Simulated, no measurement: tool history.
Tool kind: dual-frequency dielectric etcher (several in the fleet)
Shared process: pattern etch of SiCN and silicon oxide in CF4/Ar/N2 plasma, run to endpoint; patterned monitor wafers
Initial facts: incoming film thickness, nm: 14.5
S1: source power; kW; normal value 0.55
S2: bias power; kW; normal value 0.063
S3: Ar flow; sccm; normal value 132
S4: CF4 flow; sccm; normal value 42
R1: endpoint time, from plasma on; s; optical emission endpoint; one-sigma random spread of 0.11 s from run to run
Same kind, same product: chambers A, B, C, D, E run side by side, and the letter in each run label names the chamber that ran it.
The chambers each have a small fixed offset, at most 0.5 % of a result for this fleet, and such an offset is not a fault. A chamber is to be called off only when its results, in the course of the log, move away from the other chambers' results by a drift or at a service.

run 1A hour=7.3 | S1=0.55 S2=0.063 S3=132 S4=42 | R1=17.075
run 2C hour=15.5 | S1=0.55 S2=0.063 S3=132 S4=42 | R1=16.819
run 3D hour=24.4 | S1=0.55 S2=0.063 S3=132 S4=42 | R1=16.736
run 4E hour=31.4 | S1=0.55 S2=0.063 S3=132 S4=42 | R1=16.767
-- hour=32.9 chamber B: wet clean of the chamber
-- hour=38.9 chamber D: Ar flow controller replaced
run 5B hour=39.6 | S1=0.55 S2=0.063 S3=132 S4=42 | R1=16.934
-- hour=41.2 chamber A: bias power generator calibrated
-- hour=42.4 chamber E: CF4 flow controller replaced
run 6E hour=46.7 | S1=0.55 S2=0.063 S3=132 S4=42 | R1=17.009
run 7D hour=54.4 | S1=0.55 S2=0.063 S3=132 S4=42 | R1=16.809
run 8A hour=60.9 | S1=0.55 S2=0.063 S3=132 S4=42 | R1=16.961
run 9B hour=66 | S1=0.55 S2=0.063 S3=132 S4=42 | R1=17.242
run 10C hour=74.8 | S1=0.48 S2=0.052 S3=132 S4=42 | R1=20.521
run 11D hour=80.7 | S1=0.48 S2=0.052 S3=132 S4=42 | R1=20.184
run 12A hour=86 | S1=0.48 S2=0.052 S3=132 S4=42 | R1=20.65
run 13B hour=91 | S1=0.48 S2=0.052 S3=132 S4=42 | R1=20.601
run 14E hour=97.2 | S1=0.48 S2=0.052 S3=132 S4=42 | R1=20.411
run 15C hour=106.1 | S1=0.55 S2=0.063 S3=132 S4=42 | R1=16.728
run 16A hour=112.7 | S1=0.55 S2=0.063 S3=132 S4=42 | R1=16.918
run 17B hour=120 | S1=0.55 S2=0.063 S3=132 S4=42 | R1=17.154
run 18C hour=125.1 | S1=0.55 S2=0.063 S3=132 S4=42 | R1=16.958
run 19E hour=129.6 | S1=0.55 S2=0.063 S3=132 S4=42 | R1=16.866
run 20D hour=135.1 | S1=0.55 S2=0.063 S3=132 S4=42 | R1=16.718
run 21C hour=142.6 | S1=0.55 S2=0.078 S3=132 S4=42 | R1=15.582
run 22A hour=147.7 | S1=0.55 S2=0.078 S3=132 S4=42 | R1=15.585
-- hour=151.8 chamber E: source power generator calibrated
run 23B hour=153 | S1=0.55 S2=0.078 S3=132 S4=42 | R1=15.957
run 24D hour=161.2 | S1=0.55 S2=0.078 S3=132 S4=42 | R1=15.415
run 25E hour=168.4 | S1=0.55 S2=0.078 S3=132 S4=42 | R1=15.646
run 26E hour=172.6 | S1=0.55 S2=0.063 S3=132 S4=42 | R1=16.939
run 27D hour=181.4 | S1=0.55 S2=0.063 S3=132 S4=42 | R1=16.895
run 28B hour=190 | S1=0.55 S2=0.063 S3=132 S4=42 | R1=17.476
run 29C hour=196.2 | S1=0.55 S2=0.063 S3=132 S4=42 | R1=16.833
run 30A hour=205 | S1=0.55 S2=0.063 S3=145 S4=42 | R1=17.089
run 31B hour=208.9 | S1=0.55 S2=0.063 S3=145 S4=42 | R1=17.73
run 32C hour=213.3 | S1=0.55 S2=0.063 S3=145 S4=42 | R1=17.018
run 33A hour=220.4 | S1=0.55 S2=0.063 S3=145 S4=42 | R1=17.253
run 34E hour=225.9 | S1=0.55 S2=0.063 S3=145 S4=42 | R1=17.141
-- hour=226.8 chamber D: wet clean of the chamber
run 35D hour=233.3 | S1=0.55 S2=0.063 S3=132 S4=42 | R1=16.736
-- hour=234.9 chamber C: wet clean of the chamber
run 36B hour=241.8 | S1=0.55 S2=0.063 S3=132 S4=42 | R1=17.429
run 37C hour=248.7 | S1=0.68 S2=0.063 S3=132 S4=42 | R1=13.906
run 38E hour=255.6 | S1=0.68 S2=0.063 S3=132 S4=42 | R1=14.003

Next, every chamber runs the same settings. What will each give?
run 39A hour=262 | S1=0.55 S2=0.052 S3=132 S4=42 | R1=?
run 39B hour=262 | S1=0.55 S2=0.052 S3=132 S4=42 | R1=?
run 39C hour=262 | S1=0.55 S2=0.052 S3=132 S4=42 | R1=?
run 39D hour=262 | S1=0.55 S2=0.052 S3=132 S4=42 | R1=?
run 39E hour=262 | S1=0.55 S2=0.052 S3=132 S4=42 | R1=?

run=39A R1=18.263
run=39B R1=18.944
run=39C R1=18.141
run=39D R1=18
run=39E R1=18.39
